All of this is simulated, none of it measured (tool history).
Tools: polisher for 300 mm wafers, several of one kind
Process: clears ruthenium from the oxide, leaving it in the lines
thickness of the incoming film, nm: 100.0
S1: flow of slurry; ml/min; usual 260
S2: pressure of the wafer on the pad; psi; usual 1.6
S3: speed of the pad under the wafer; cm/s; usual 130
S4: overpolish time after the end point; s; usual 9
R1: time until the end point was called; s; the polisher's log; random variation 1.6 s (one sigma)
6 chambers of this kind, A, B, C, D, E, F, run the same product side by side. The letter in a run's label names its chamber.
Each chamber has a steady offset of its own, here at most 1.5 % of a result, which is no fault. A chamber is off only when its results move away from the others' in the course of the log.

run,hour,S1,S2,S3,S4,R1
# hour 6.8: chamber B: worn pad replaced by a new one
1F,6.8,260,1.6,130,9,92.419
2D,14.5,260,1.6,130,9,93.799
3C,24.5,260,1.6,130,9,92.833
# hour 26.7: chamber D: worn pad replaced by a new one
# hour 28.1: chamber C: worn pad replaced by a new one
# hour 32.0: chamber A: slurry nozzle cleaned
# hour 33.2: chamber F: slurry nozzle cleaned
4B,33.9,260,1.6,130,9,95.106
# hour 46.4: chamber E: worn pad replaced by a new one
5A,46.6,320,1.2,130,9,122.460
6E,59.4,320,1.2,130,9,121.350
7C,66.5,320,1.2,130,9,113.220
8B,77.3,320,1.2,130,9,121.310
9E,85.8,320,1.2,130,9,119.190
# hour 88.4: chamber C: slurry nozzle cleaned
10D,91.6,320,1.2,130,9,124.220
# hour 94.9: chamber A: worn pad replaced by a new one
11A,104.5,230,1.6,98,9,123.350
12F,117.1,230,1.6,98,9,125.120
# hour 120.0: chamber B: worn pad replaced by a new one
# hour 121.1: chamber F: worn pad replaced by a new one
13F,125.0,230,1.6,98,9,125.910
14A,131.8,230,1.6,98,9,121.160
# hour 139.8: chamber D: worn pad replaced by a new one
15B,142.3,230,1.6,98,9,121.500
16D,152.4,230,1.6,98,9,128.890
17E,162.5,260,1.6,130,9,92.616
# hour 165.8: chamber E: worn pad replaced by a new one
18C,168.6,200,1.6,130,11,93.265
19C,175.8,200,1.6,130,11,91.554
# hour 178.4: chamber C: head pressure recalibrated
20A,184.1,200,1.6,130,11,93.711
21E,191.0,200,1.6,130,11,93.642
# hour 197.2: chamber C: worn pad replaced by a new one
22B,199.6,200,1.6,130,11,94.393
23D,209.2,200,1.6,130,11,101.250
# hour 212.9: chamber B: worn pad replaced by a new one
24F,217.8,260,1.6,130,9,91.676
25D,227.1,260,1.6,130,9,93.147
# hour 230.2: chamber A: worn pad replaced by a new one
26A,235.7,260,1.6,130,9,92.582
27C,248.3,260,1.6,130,9,90.943
# hour 255.8: chamber D: slurry nozzle cleaned
28B,259.8,260,1.6,130,9,92.669
29F,269.0,260,1.6,130,9,92.901
# hour 271.4: chamber F: worn pad replaced by a new one
# hour 273.6: chamber D: worn pad replaced by a new one
# hour 277.5: chamber E: worn pad replaced by a new one
30E,277.5,260,1.6,130,9,90.079
31E,286.2,260,1.6,130,9,90.150
32D,293.9,260,1.6,130,9,102.730
33F,302.5,225,1.6,146,9,83.628
34C,308.6,225,1.6,146,9,82.404
35B,318.3,225,1.6,146,9,84.228
36A,326.7,225,1.6,146,9,85.244
37D,336.7,225,1.6,146,9,91.876
38F,344.2,225,1.6,146,9,81.047
39C,354.7,260,1.6,130,9,91.153

Is one chamber off against the others, does the gauge drift, or is nothing wrong? If a chamber is off, say which, and what the likeliest cause is.

Chamber D drifts away from the others.
Cause: head's pressure below its setpoint, % = 10.1.

Here are 4 candidates for chamber D's next run, each the usual settings with a change, their results left as question marks. Which one brings its results back in line with what the others give on the usual settings?
In line means no further than this from the other chambers' mean on the usual settings: R1 5.600 s
40D-1,364.1,260,1.8,144,9,?
40D-2,364.1,260,1.3,130,9,?
40D-3,364.1,260,1.5,124,9,?
40D-4,364.1,260,1.7,136,9,?

The other chambers' mean on the usual settings: R1 91.754 s
run,R1
40D-1,83.746
40D-2,128.760
40D-3,116.850
40D-4,93.922
40D-4 brings the chamber back in line.
